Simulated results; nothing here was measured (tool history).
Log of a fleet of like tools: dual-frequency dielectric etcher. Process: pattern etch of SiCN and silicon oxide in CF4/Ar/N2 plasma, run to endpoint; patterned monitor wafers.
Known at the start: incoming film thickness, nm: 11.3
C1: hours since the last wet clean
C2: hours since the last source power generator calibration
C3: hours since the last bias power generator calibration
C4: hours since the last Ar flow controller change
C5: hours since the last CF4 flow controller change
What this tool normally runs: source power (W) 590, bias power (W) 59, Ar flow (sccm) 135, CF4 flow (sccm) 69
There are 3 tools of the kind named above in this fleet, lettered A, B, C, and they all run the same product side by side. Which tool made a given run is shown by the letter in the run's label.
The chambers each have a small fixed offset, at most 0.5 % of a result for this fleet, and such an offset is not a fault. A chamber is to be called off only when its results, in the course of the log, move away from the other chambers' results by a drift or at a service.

Run 1A, hour 4.9: usual settings; C1 383.2; C2 45.7; C3 319.4; C4 622.2; C5 2053.9. Result: endpoint time (s) 11.6000.
Run 2B, hour 11.1: usual settings; C1 419.0; C2 2088.5; C3 884.7; C4 1624.4; C5 2133.8. Result: endpoint time (s) 11.5550.
Run 3C, hour 14.8: usual settings; C1 404.2; C2 868.0; C3 2156.7; C4 1568.6; C5 2806.3. Result: endpoint time (s) 11.6510.
Run 4A, hour 19.7: usual settings; C1 398.0; C2 60.5; C3 334.2; C4 637.0; C5 2068.7. Result: endpoint time (s) 11.6550.
Run 5B, hour 23.1: usual settings; C1 431.0; C2 2100.5; C3 896.7; C4 1636.4; C5 2145.8. Result: endpoint time (s) 11.5950.
Run 6C, hour 29.3: usual settings but bias power (W) 65, Ar flow (sccm) 102; C1 418.7; C2 882.5; C3 2171.2; C4 1583.1; C5 2820.8. Result: endpoint time (s) 10.7470.
At hour 30.7: chamber A: wet clean of the chamber.
Run 7B, hour 34.4: usual settings but bias power (W) 65, Ar flow (sccm) 102; C1 442.3; C2 2111.8; C3 908.0; C4 1647.7; C5 2157.1. Result: endpoint time (s) 10.6790.
Run 8A, hour 40.3: usual settings but bias power (W) 65, Ar flow (sccm) 102; C1 9.7; C2 81.1; C3 354.8; C4 657.6; C5 2089.3. Result: endpoint time (s) 10.7790.
Run 9C, hour 46.0: usual settings; C1 435.4; C2 899.2; C3 2187.9; C4 1599.8; C5 2837.5. Result: endpoint time (s) 11.6340.
At hour 51.4: chamber A: CF4 flow controller replaced.
Run 10B, hour 52.4: usual settings; C1 460.3; C2 2129.8; C3 926.0; C4 1665.7; C5 2175.1. Result: endpoint time (s) 11.6160.
Run 11C, hour 55.2: usual settings; C1 444.6; C2 908.4; C3 2197.1; C4 1609.0; C5 2846.7. Result: endpoint time (s) 11.7620.
Run 12A, hour 59.5: usual settings; C1 28.9; C2 100.3; C3 374.0; C4 676.8; C5 8.2. Result: endpoint time (s) 11.6060.
Run 13A, hour 63.5: usual settings; C1 32.9; C2 104.3; C3 378.0; C4 680.8; C5 12.2. Result: endpoint time (s) 11.6270.
At hour 66.9: chamber B: wet clean of the chamber.
Run 14C, hour 69.9: usual settings but bias power (W) 48, CF4 flow (sccm) 81; C1 459.3; C2 923.1; C3 2211.8; C4 1623.7; C5 2861.4. Result: endpoint time (s) 12.0810.
Run 15B, hour 75.6: usual settings but bias power (W) 48, CF4 flow (sccm) 81; C1 8.7; C2 2153.0; C3 949.2; C4 1688.9; C5 2198.3. Result: endpoint time (s) 12.0910.
Run 16A, hour 78.5: usual settings but bias power (W) 48, CF4 flow (sccm) 81; C1 47.9; C2 119.3; C3 393.0; C4 695.8; C5 27.2. Result: endpoint time (s) 12.0710.
Run 17B, hour 82.3: usual settings; C1 15.4; C2 2159.7; C3 955.9; C4 1695.6; C5 2205.0. Result: endpoint time (s) 11.6790.
Run 18C, hour 85.2: usual settings but source power (W) 530, bias power (W) 70; C1 474.6; C2 938.4; C3 2227.1; C4 1639.0; C5 2876.7. Result: endpoint time (s) 12.0680.
Run 19C, hour 89.6: usual settings but source power (W) 530, bias power (W) 70; C1 479.0; C2 942.8; C3 2231.5; C4 1643.4; C5 2881.1. Result: endpoint time (s) 12.1630.
Run 20B, hour 95.4: usual settings but source power (W) 530, bias power (W) 70; C1 28.5; C2 2172.8; C3 969.0; C4 1708.7; C5 2218.1. Result: endpoint time (s) 11.9660.
Run 21A, hour 99.6: usual settings; C1 69.0; C2 140.4; C3 414.1; C4 716.9; C5 48.3. Result: endpoint time (s) 11.7280.
Run 22A, hour 104.4: usual settings; C1 73.8; C2 145.2; C3 418.9; C4 721.7; C5 53.1. Result: endpoint time (s) 11.5780.
At hour 104.9: chamber C: wet clean of the chamber.
Run 23B, hour 107.5: usual settings; C1 40.6; C2 2184.9; C3 981.1; C4 1720.8; C5 2230.2. Result: endpoint time (s) 11.5840.
Run 24C, hour 113.6: usual settings; C1 8.8; C2 966.8; C3 2255.5; C4 1667.4; C5 2905.1. Result: endpoint time (s) 11.6470.
Run 25A, hour 118.5: usual settings; C1 87.9; C2 159.3; C3 433.0; C4 735.8; C5 67.2. Result: endpoint time (s) 11.7410.
Run 26C, hour 122.0: usual settings; C1 17.2; C2 975.2; C3 2263.9; C4 1675.8; C5 2913.5. Result: endpoint time (s) 11.6170.
Run 27B, hour 125.8: usual settings; C1 58.9; C2 2203.2; C3 999.4; C4 1739.1; C5 2248.5. Result: endpoint time (s) 11.6250.
Run 28B, hour 131.5: usual settings; C1 64.6; C2 2208.9; C3 1005.1; C4 1744.8; C5 2254.2. Result: endpoint time (s) 11.6240.
Run 29C, hour 136.9: usual settings; C1 32.1; C2 990.1; C3 2278.8; C4 1690.7; C5 2928.4. Result: endpoint time (s) 11.5820.
Run 30A, hour 141.3: usual settings; C1 110.7; C2 182.1; C3 455.8; C4 758.6; C5 90.0. Result: endpoint time (s) 11.6670.
Run 31B, hour 147.2: usual settings; C1 80.3; C2 2224.6; C3 1020.8; C4 1760.5; C5 2269.9. Result: endpoint time (s) 11.5210.
Run 32C, hour 152.5: usual settings; C1 47.7; C2 1005.7; C3 2294.4; C4 1706.3; C5 2944.0. Result: endpoint time (s) 11.7080.

All 3 chambers run these settings next. Forecast each chamber's results:
Run 33A, hour 157.1: usual settings but source power (W) 730. Result: endpoint time (s) ?.
Run 33B, hour 157.1: usual settings but source power (W) 730. Result: endpoint time (s) ?.
Run 33C, hour 157.1: usual settings but source power (W) 730. Result: endpoint time (s) ?.

run  endpoint time (s)
33A             9.6754
33B             9.6103
33C             9.6267
